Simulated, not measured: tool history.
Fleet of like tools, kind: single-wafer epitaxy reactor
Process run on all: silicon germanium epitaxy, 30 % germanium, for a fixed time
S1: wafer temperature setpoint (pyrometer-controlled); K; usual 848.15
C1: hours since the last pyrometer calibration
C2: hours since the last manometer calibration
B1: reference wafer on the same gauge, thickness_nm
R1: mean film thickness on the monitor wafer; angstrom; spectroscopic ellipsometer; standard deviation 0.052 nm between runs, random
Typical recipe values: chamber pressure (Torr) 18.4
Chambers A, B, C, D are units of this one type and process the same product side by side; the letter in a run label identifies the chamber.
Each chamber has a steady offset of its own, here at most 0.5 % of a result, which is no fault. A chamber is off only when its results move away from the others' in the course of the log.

Run 1A, hour 11.4: usual settings; C1 1501.9; C2 1197.9; B1 36.209. Result: R1 357.83 angstrom.
At hour 13.1: chamber C: pyrometer calibrated.
Run 2C, hour 18.8: usual settings; C1 5.7; C2 1493.9; B1 36.208. Result: R1 358.88 angstrom.
Run 3B, hour 25.7: usual settings; C1 787.5; C2 424.1; B1 36.215. Result: R1 357.02 angstrom.
Run 4D, hour 33.8: usual settings; C1 520.1; C2 786.6; B1 36.229. Result: R1 355.33 angstrom.
Run 5A, hour 41.4: usual settings; C1 1531.9; C2 1227.9; B1 36.231. Result: R1 358.02 angstrom.
Run 6C, hour 51.3: usual settings but S1 842.15 K, chamber pressure (Torr) 20; C1 38.2; C2 1526.4; B1 36.234. Result: R1 329.91 angstrom.
Run 7B, hour 63.4: usual settings but S1 842.15 K, chamber pressure (Torr) 20; C1 825.2; C2 461.8; B1 36.244. Result: R1 328.53 angstrom.
Run 8D, hour 72: usual settings but S1 842.15 K, chamber pressure (Torr) 20; C1 558.3; C2 824.8; B1 36.242. Result: R1 328.71 angstrom.
Run 9B, hour 84.5: usual settings but S1 842.15 K, chamber pressure (Torr) 20; C1 846.3; C2 482.9; B1 36.24. Result: R1 328.94 angstrom.
Run 10A, hour 95.1: usual settings but S1 840.15 K, chamber pressure (Torr) 14.7; C1 1585.6; C2 1281.6; B1 36.266. Result: R1 281.15 angstrom.
Run 11D, hour 108.5: usual settings but S1 840.15 K, chamber pressure (Torr) 14.7; C1 594.8; C2 861.3; B1 36.246. Result: R1 277.45 angstrom.
Run 12C, hour 117.3: usual settings but S1 840.15 K, chamber pressure (Torr) 14.7; C1 104.2; C2 1592.4; B1 36.265. Result: R1 280.43 angstrom.
Run 13B, hour 125.9: usual settings but S1 840.15 K, chamber pressure (Torr) 14.7; C1 887.7; C2 524.3; B1 36.272. Result: R1 280.7 angstrom.
At hour 126.1: chamber A: pyrometer calibrated.
Run 14C, hour 132.8: usual settings; C1 119.7; C2 1607.9; B1 36.279. Result: R1 358.59 angstrom.
Run 15A, hour 142.4: usual settings; C1 16.4; C2 1328.9; B1 36.271. Result: R1 358.28 angstrom.
Run 16D, hour 151.4: usual settings; C1 637.7; C2 904.2; B1 36.27. Result: R1 355.47 angstrom.
Run 17B, hour 162.2: usual settings; C1 924; C2 560.6; B1 36.293. Result: R1 358.61 angstrom.
Run 18A, hour 168.9: usual settings; C1 42.9; C2 1355.4; B1 36.292. Result: R1 358.13 angstrom.
Run 19D, hour 179.2: usual settings; C1 665.5; C2 932; B1 36.302. Result: R1 356.39 angstrom.
Run 20C, hour 190.9: usual settings; C1 177.8; C2 1666; B1 36.315. Result: R1 359.88 angstrom.
Run 21B, hour 202.6: usual settings but S1 856.15 K, chamber pressure (Torr) 16.3; C1 964.4; C2 601; B1 36.318. Result: R1 397.74 angstrom.
Run 22D, hour 211.7: usual settings but S1 856.15 K, chamber pressure (Torr) 16.3; C1 698; C2 964.5; B1 36.329. Result: R1 395.31 angstrom.
Run 23C, hour 221.4: usual settings but S1 856.15 K, chamber pressure (Torr) 16.3; C1 208.3; C2 1696.5; B1 36.329. Result: R1 398.51 angstrom.
Run 24A, hour 235.7: usual settings but S1 856.15 K, chamber pressure (Torr) 16.3; C1 109.7; C2 1422.2; B1 36.326. Result: R1 396.65 angstrom.
Run 25B, hour 242.2: usual settings; C1 1004; C2 640.6; B1 36.327. Result: R1 358.93 angstrom.
Run 26D, hour 255.7: usual settings; C1 742; C2 1008.5; B1 36.32. Result: R1 357.11 angstrom.
Run 27C, hour 266.4: usual settings; C1 253.3; C2 1741.5; B1 36.343. Result: R1 360.12 angstrom.
Run 28A, hour 275: usual settings; C1 149; C2 1461.5; B1 36.361. Result: R1 358.86 angstrom.
Run 29D, hour 288.2: usual settings; C1 774.5; C2 1041; B1 36.35. Result: R1 356.97 angstrom.
Run 30A, hour 295.4: usual settings but S1 857.15 K; C1 169.4; C2 1481.9; B1 36.365. Result: R1 425.65 angstrom.
Run 31B, hour 309.8: usual settings but S1 857.15 K; C1 1071.6; C2 708.2; B1 36.367. Result: R1 425.18 angstrom.
At hour 315.6: chamber D: capacitance manometer re-zeroed and calibrated.
Run 32C, hour 318.6: usual settings but S1 857.15 K; C1 305.5; C2 1793.7; B1 36.386. Result: R1 428.68 angstrom.
Run 33C, hour 330.4: usual settings but S1 857.15 K; C1 317.3; C2 1805.5; B1 36.37. Result: R1 429.05 angstrom.
Run 34A, hour 337.4: usual settings but chamber pressure (Torr) 22.3; C1 211.4; C2 1523.9; B1 36.38. Result: R1 387.04 angstrom.
Run 35B, hour 351.2: usual settings but chamber pressure (Torr) 22.3; C1 1113; C2 749.6; B1 36.391. Result: R1 387.44 angstrom.
Run 36D, hour 361.1: usual settings but chamber pressure (Torr) 22.3; C1 847.4; C2 45.5; B1 36.389. Result: R1 386.23 angstrom.
Run 37C, hour 373.6: usual settings but chamber pressure (Torr) 22.3; C1 360.5; C2 1848.7; B1 36.404. Result: R1 388.03 angstrom.
Run 38B, hour 385.8: usual settings but chamber pressure (Torr) 21.5; C1 1147.6; C2 784.2; B1 36.408. Result: R1 381.53 angstrom.

Read the log: is a single chamber off, either drifting away or since a service, is the gauge that measures every chamber drifting, or is nothing wrong beyond small per-chamber offsets? Name any odd chamber and what most likely caused it.

The shared gauge is drifting. All chambers look as if they move in step, but none is off.
Cause: gauge reads high (%) = 0.599.
